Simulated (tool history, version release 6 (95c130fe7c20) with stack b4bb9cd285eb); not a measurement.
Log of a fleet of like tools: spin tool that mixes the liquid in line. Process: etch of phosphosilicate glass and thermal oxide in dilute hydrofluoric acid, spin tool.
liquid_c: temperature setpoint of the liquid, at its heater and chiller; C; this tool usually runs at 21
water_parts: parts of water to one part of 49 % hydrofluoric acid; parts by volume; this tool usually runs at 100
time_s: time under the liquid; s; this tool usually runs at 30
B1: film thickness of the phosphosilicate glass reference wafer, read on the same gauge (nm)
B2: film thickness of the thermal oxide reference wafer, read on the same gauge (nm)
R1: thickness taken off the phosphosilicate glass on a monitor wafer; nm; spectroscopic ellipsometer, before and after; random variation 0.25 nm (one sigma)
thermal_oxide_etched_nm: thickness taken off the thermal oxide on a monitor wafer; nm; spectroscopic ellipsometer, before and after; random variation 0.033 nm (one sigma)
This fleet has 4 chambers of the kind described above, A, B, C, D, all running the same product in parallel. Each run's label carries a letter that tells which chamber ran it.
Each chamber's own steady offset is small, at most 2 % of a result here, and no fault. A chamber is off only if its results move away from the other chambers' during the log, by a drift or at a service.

Run 1D, hour 6.4: usual settings; B1 90.003; B2 110.01. Result: R1 32.439 nm, thermal_oxide_etched_nm 1.22690 nm.
Run 2C, hour 14.8: usual settings; B1 89.999; B2 109.97. Result: R1 33.113 nm, thermal_oxide_etched_nm 1.17060 nm.
Run 3B, hour 20.3: usual settings; B1 90.019; B2 110.03. Result: R1 32.474 nm, thermal_oxide_etched_nm 1.15360 nm.
Run 4A, hour 24.7: usual settings; B1 90.002; B2 109.97. Result: R1 33.559 nm, thermal_oxide_etched_nm 1.24820 nm.
Run 5D, hour 31.3: usual settings but time_s 40 s; B1 90.003; B2 110.03. Result: R1 43.764 nm, thermal_oxide_etched_nm 1.62210 nm.
Run 6B, hour 38.5: usual settings but time_s 40 s; B1 89.993; B2 109.98. Result: R1 44.097 nm, thermal_oxide_etched_nm 1.54300 nm.
Run 7A, hour 43.2: usual settings but time_s 40 s; B1 90.021; B2 110.04. Result: R1 44.826 nm, thermal_oxide_etched_nm 1.67510 nm.
Run 8C, hour 48.8: usual settings but time_s 40 s; B1 90.011; B2 109.99. Result: R1 43.599 nm, thermal_oxide_etched_nm 1.57830 nm.
Run 9A, hour 57.2: usual settings; B1 90.026; B2 110.00. Result: R1 33.132 nm, thermal_oxide_etched_nm 1.27870 nm.
Run 10B, hour 65.2: usual settings; B1 90.014; B2 110.00. Result: R1 32.984 nm, thermal_oxide_etched_nm 1.28370 nm.
Run 11D, hour 72.8: usual settings; B1 90.031; B2 109.95. Result: R1 32.728 nm, thermal_oxide_etched_nm 1.23180 nm.
Run 12C, hour 78.2: usual settings; B1 90.012; B2 110.02. Result: R1 32.958 nm, thermal_oxide_etched_nm 1.22350 nm.
Run 13D, hour 87.0: usual settings; B1 89.970; B2 109.99. Result: R1 32.606 nm, thermal_oxide_etched_nm 1.27560 nm.
Run 14C, hour 95.2: usual settings; B1 89.960; B2 110.01. Result: R1 33.387 nm, thermal_oxide_etched_nm 1.24650 nm.
Run 15A, hour 101.8: usual settings; B1 89.984; B2 110.00. Result: R1 32.859 nm, thermal_oxide_etched_nm 1.23620 nm.
Run 16B, hour 107.4: usual settings but time_s 20 s; B1 90.013; B2 109.96. Result: R1 22.152 nm, thermal_oxide_etched_nm 0.81925 nm.
Run 17D, hour 115.3: usual settings but time_s 20 s; B1 89.999; B2 110.00. Result: R1 21.634 nm, thermal_oxide_etched_nm 0.83539 nm.
Run 18A, hour 123.7: usual settings but time_s 20 s; B1 89.993; B2 109.96. Result: R1 21.847 nm, thermal_oxide_etched_nm 0.82602 nm.
Run 19C, hour 130.3: usual settings but time_s 20 s; B1 89.994; B2 109.95. Result: R1 21.713 nm, thermal_oxide_etched_nm 0.85368 nm.
Run 20B, hour 136.1: usual settings but water_parts 145 parts by volume; B1 89.990; B2 110.03. Result: R1 20.966 nm, thermal_oxide_etched_nm 0.79941 nm.
Run 21B, hour 143.1: usual settings but water_parts 145 parts by volume; B1 89.994; B2 109.99. Result: R1 21.423 nm, thermal_oxide_etched_nm 0.82355 nm.
Run 22C, hour 150.0: usual settings but water_parts 145 parts by volume; B1 89.996; B2 109.99. Result: R1 21.751 nm, thermal_oxide_etched_nm 0.82480 nm.
At hour 154.3: chamber D: thermometer replaced.
At hour 155.1: chamber A: hydrofluoric acid flow meter replaced.
Run 23D, hour 156.1: usual settings but water_parts 145 parts by volume; B1 89.966; B2 109.97. Result: R1 21.448 nm, thermal_oxide_etched_nm 0.77989 nm.
Run 24A, hour 163.3: usual settings; B1 90.012; B2 109.99. Result: R1 32.926 nm, thermal_oxide_etched_nm 1.23440 nm.
Run 25D, hour 171.7: usual settings; B1 90.006; B2 109.98. Result: R1 32.834 nm, thermal_oxide_etched_nm 1.25070 nm.
Run 26B, hour 177.0: usual settings; B1 89.995; B2 109.96. Result: R1 32.322 nm, thermal_oxide_etched_nm 1.26550 nm.
Run 27A, hour 186.0: usual settings; B1 89.976; B2 110.00. Result: R1 33.176 nm, thermal_oxide_etched_nm 1.23490 nm.
Run 28C, hour 191.7: usual settings; B1 89.998; B2 110.00. Result: R1 33.071 nm, thermal_oxide_etched_nm 1.26300 nm.
Run 29D, hour 195.8: usual settings; B1 89.994; B2 109.99. Result: R1 32.436 nm, thermal_oxide_etched_nm 1.23570 nm.
Run 30B, hour 200.8: usual settings; B1 89.980; B2 109.96. Result: R1 32.416 nm, thermal_oxide_etched_nm 1.23890 nm.
Run 31C, hour 204.9: usual settings; B1 90.002; B2 109.99. Result: R1 32.894 nm, thermal_oxide_etched_nm 1.16050 nm.
Run 32A, hour 211.0: usual settings; B1 89.980; B2 110.00. Result: R1 33.017 nm, thermal_oxide_etched_nm 1.25980 nm.
At hour 218.3: chamber B: hydrofluoric acid flow meter replaced.
Run 33A, hour 218.4: usual settings; B1 89.980; B2 109.99. Result: R1 32.695 nm, thermal_oxide_etched_nm 1.23400 nm.
Run 34B, hour 222.5: usual settings but water_parts 125 parts by volume, time_s 35 s; B1 89.958; B2 110.05. Result: R1 29.501 nm, thermal_oxide_etched_nm 1.12900 nm.
Run 35D, hour 227.4: usual settings but water_parts 125 parts by volume, time_s 35 s; B1 89.999; B2 109.95. Result: R1 29.630 nm, thermal_oxide_etched_nm 1.08350 nm.
Run 36C, hour 236.1: usual settings but water_parts 125 parts by volume, time_s 35 s; B1 90.008; B2 110.03. Result: R1 29.938 nm, thermal_oxide_etched_nm 1.08030 nm.
Run 37B, hour 243.0: usual settings but water_parts 125 parts by volume, time_s 35 s; B1 89.976; B2 109.96. Result: R1 29.126 nm, thermal_oxide_etched_nm 1.07450 nm.
Run 38A, hour 250.1: usual settings; B1 89.994; B2 110.02. Result: R1 33.080 nm, thermal_oxide_etched_nm 1.23540 nm.
Run 39C, hour 254.3: usual settings; B1 89.979; B2 110.00. Result: R1 32.941 nm, thermal_oxide_etched_nm 1.22480 nm.
Run 40D, hour 259.6: usual settings; B1 89.978; B2 109.97. Result: R1 32.669 nm, thermal_oxide_etched_nm 1.19890 nm.
Run 41A, hour 265.4: usual settings; B1 89.970; B2 110.01. Result: R1 33.098 nm, thermal_oxide_etched_nm 1.27720 nm.
Run 42D, hour 269.5: usual settings but liquid_c 18 C, time_s 15 s; B1 89.999; B2 110.02. Result: R1 14.507 nm, thermal_oxide_etched_nm 0.55465 nm.
Run 43B, hour 274.0: usual settings but liquid_c 18 C, time_s 15 s; B1 90.039; B2 109.96. Result: R1 14.234 nm, thermal_oxide_etched_nm 0.54365 nm.

What goes on in this fleet: one chamber off, a drifting gauge, or nothing beyond the chambers' own small offsets? Name the chamber and the cause, if any.

Nothing is wrong: each chamber keeps only its own small, steady offset and the gauge holds still.
